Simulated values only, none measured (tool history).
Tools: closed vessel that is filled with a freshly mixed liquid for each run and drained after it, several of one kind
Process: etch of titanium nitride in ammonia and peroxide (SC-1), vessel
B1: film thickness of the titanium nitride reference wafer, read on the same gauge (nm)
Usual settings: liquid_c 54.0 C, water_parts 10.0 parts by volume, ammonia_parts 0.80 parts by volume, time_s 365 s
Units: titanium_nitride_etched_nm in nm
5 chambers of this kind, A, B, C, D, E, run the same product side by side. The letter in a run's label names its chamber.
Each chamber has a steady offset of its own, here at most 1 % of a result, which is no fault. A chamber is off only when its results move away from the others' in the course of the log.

Run 1B, hour 6.6: usual settings; B1 29.997. Result: titanium_nitride_etched_nm 26.372 nm.
Run 2A, hour 10.3: usual settings; B1 29.995. Result: titanium_nitride_etched_nm 26.377 nm.
At hour 15.1: chamber B: thermometer replaced.
Run 3C, hour 16.6: usual settings; B1 29.994. Result: titanium_nitride_etched_nm 26.256 nm.
Run 4E, hour 21.3: usual settings; B1 29.982. Result: titanium_nitride_etched_nm 26.429 nm.
Run 5D, hour 28.7: usual settings; B1 30.003. Result: titanium_nitride_etched_nm 26.329 nm.
Run 6E, hour 35.4: usual settings; B1 30.006. Result: titanium_nitride_etched_nm 26.338 nm.
Run 7C, hour 42.9: usual settings; B1 30.023. Result: titanium_nitride_etched_nm 26.135 nm.
Run 8D, hour 50.0: usual settings; B1 30.013. Result: titanium_nitride_etched_nm 26.356 nm.
Run 9B, hour 56.0: usual settings; B1 30.024. Result: titanium_nitride_etched_nm 26.298 nm.
Run 10A, hour 59.7: usual settings; B1 29.999. Result: titanium_nitride_etched_nm 26.197 nm.
Run 11D, hour 66.4: usual settings but liquid_c 57.5 C, ammonia_parts 1.05 parts by volume; B1 30.008. Result: titanium_nitride_etched_nm 34.972 nm.
Run 12C, hour 74.1: usual settings but liquid_c 57.5 C, ammonia_parts 1.05 parts by volume; B1 29.986. Result: titanium_nitride_etched_nm 34.532 nm.
Run 13B, hour 77.7: usual settings but liquid_c 57.5 C, ammonia_parts 1.05 parts by volume; B1 30.019. Result: titanium_nitride_etched_nm 34.750 nm.
Run 14A, hour 81.6: usual settings but liquid_c 57.5 C, ammonia_parts 1.05 parts by volume; B1 30.028. Result: titanium_nitride_etched_nm 34.908 nm.
At hour 84.5: chamber A: new drum of ammonia solution connected.
Run 15E, hour 88.7: usual settings but liquid_c 57.5 C, ammonia_parts 1.05 parts by volume; B1 29.991. Result: titanium_nitride_etched_nm 35.478 nm.
Run 16E, hour 92.5: usual settings; B1 30.042. Result: titanium_nitride_etched_nm 26.663 nm.
At hour 97.9: chamber E: ammonia flow meter replaced.
Run 17A, hour 100.4: usual settings; B1 29.987. Result: titanium_nitride_etched_nm 26.610 nm.
Run 18C, hour 104.7: usual settings; B1 29.963. Result: titanium_nitride_etched_nm 26.066 nm.
Run 19D, hour 110.8: usual settings; B1 29.997. Result: titanium_nitride_etched_nm 26.402 nm.
Run 20B, hour 114.7: usual settings but water_parts 13.0 parts by volume; B1 30.001. Result: titanium_nitride_etched_nm 22.929 nm.
Run 21A, hour 121.9: usual settings but water_parts 13.0 parts by volume; B1 29.999. Result: titanium_nitride_etched_nm 22.911 nm.
Run 22C, hour 129.6: usual settings but water_parts 13.0 parts by volume; B1 29.993. Result: titanium_nitride_etched_nm 23.031 nm.
At hour 132.0: chamber C: new drum of ammonia solution connected.
Run 23D, hour 135.5: usual settings but water_parts 13.0 parts by volume; B1 29.991. Result: titanium_nitride_etched_nm 22.905 nm.
At hour 135.8: chamber A: ammonia flow meter replaced.
Run 24E, hour 140.6: usual settings but water_parts 13.0 parts by volume; B1 29.982. Result: titanium_nitride_etched_nm 23.562 nm.
Run 25B, hour 144.9: usual settings; B1 29.993. Result: titanium_nitride_etched_nm 26.292 nm.
Run 26A, hour 148.9: usual settings; B1 30.017. Result: titanium_nitride_etched_nm 26.453 nm.
Run 27E, hour 152.9: usual settings; B1 29.979. Result: titanium_nitride_etched_nm 27.246 nm.
Run 28B, hour 160.4: usual settings; B1 30.011. Result: titanium_nitride_etched_nm 26.142 nm.
Run 29C, hour 165.2: usual settings but water_parts 14.5 parts by volume; B1 30.016. Result: titanium_nitride_etched_nm 21.348 nm.
Run 30D, hour 172.8: usual settings but water_parts 14.5 parts by volume; B1 29.996. Result: titanium_nitride_etched_nm 21.645 nm.
Run 31B, hour 178.0: usual settings but water_parts 14.5 parts by volume; B1 29.998. Result: titanium_nitride_etched_nm 21.617 nm.
Run 32C, hour 184.4: usual settings but water_parts 14.5 parts by volume; B1 30.003. Result: titanium_nitride_etched_nm 21.513 nm.
Run 33D, hour 188.3: usual settings but water_parts 14.5 parts by volume; B1 30.007. Result: titanium_nitride_etched_nm 21.629 nm.
At hour 191.0: chamber C: ammonia flow meter replaced.
Run 34E, hour 192.2: usual settings; B1 30.006. Result: titanium_nitride_etched_nm 27.426 nm.
Run 35A, hour 198.3: usual settings but time_s 460 s; B1 29.975. Result: titanium_nitride_etched_nm 33.150 nm.
Run 36D, hour 205.8: usual settings but time_s 460 s; B1 30.003. Result: titanium_nitride_etched_nm 33.109 nm.
Run 37C, hour 210.8: usual settings but time_s 460 s; B1 29.990. Result: titanium_nitride_etched_nm 32.992 nm.
Run 38A, hour 219.0: usual settings but time_s 460 s; B1 29.998. Result: titanium_nitride_etched_nm 33.172 nm.
Run 39B, hour 227.0: usual settings but time_s 460 s; B1 30.002. Result: titanium_nitride_etched_nm 33.177 nm.
Run 40E, hour 232.4: usual settings; B1 30.013. Result: titanium_nitride_etched_nm 27.704 nm.
Run 41E, hour 238.9: usual settings; B1 29.999. Result: titanium_nitride_etched_nm 27.933 nm.
Run 42C, hour 242.7: usual settings; B1 29.986. Result: titanium_nitride_etched_nm 26.130 nm.
Run 43B, hour 248.6: usual settings; B1 29.990. Result: titanium_nitride_etched_nm 26.221 nm.

All 5 chambers run these settings next. Forecast each chamber's results:
Run 44A, hour 254.6: usual settings. Result: titanium_nitride_etched_nm ?.
Run 44B, hour 254.6: usual settings. Result: titanium_nitride_etched_nm ?.
Run 44C, hour 254.6: usual settings. Result: titanium_nitride_etched_nm ?.
Run 44D, hour 254.6: usual settings. Result: titanium_nitride_etched_nm ?.
Run 44E, hour 254.6: usual settings. Result: titanium_nitride_etched_nm ?.

run  titanium_nitride_etched_nm
44A                      26.324
44B                      26.157
44C                      26.121
44D                      26.405
44E                      28.077
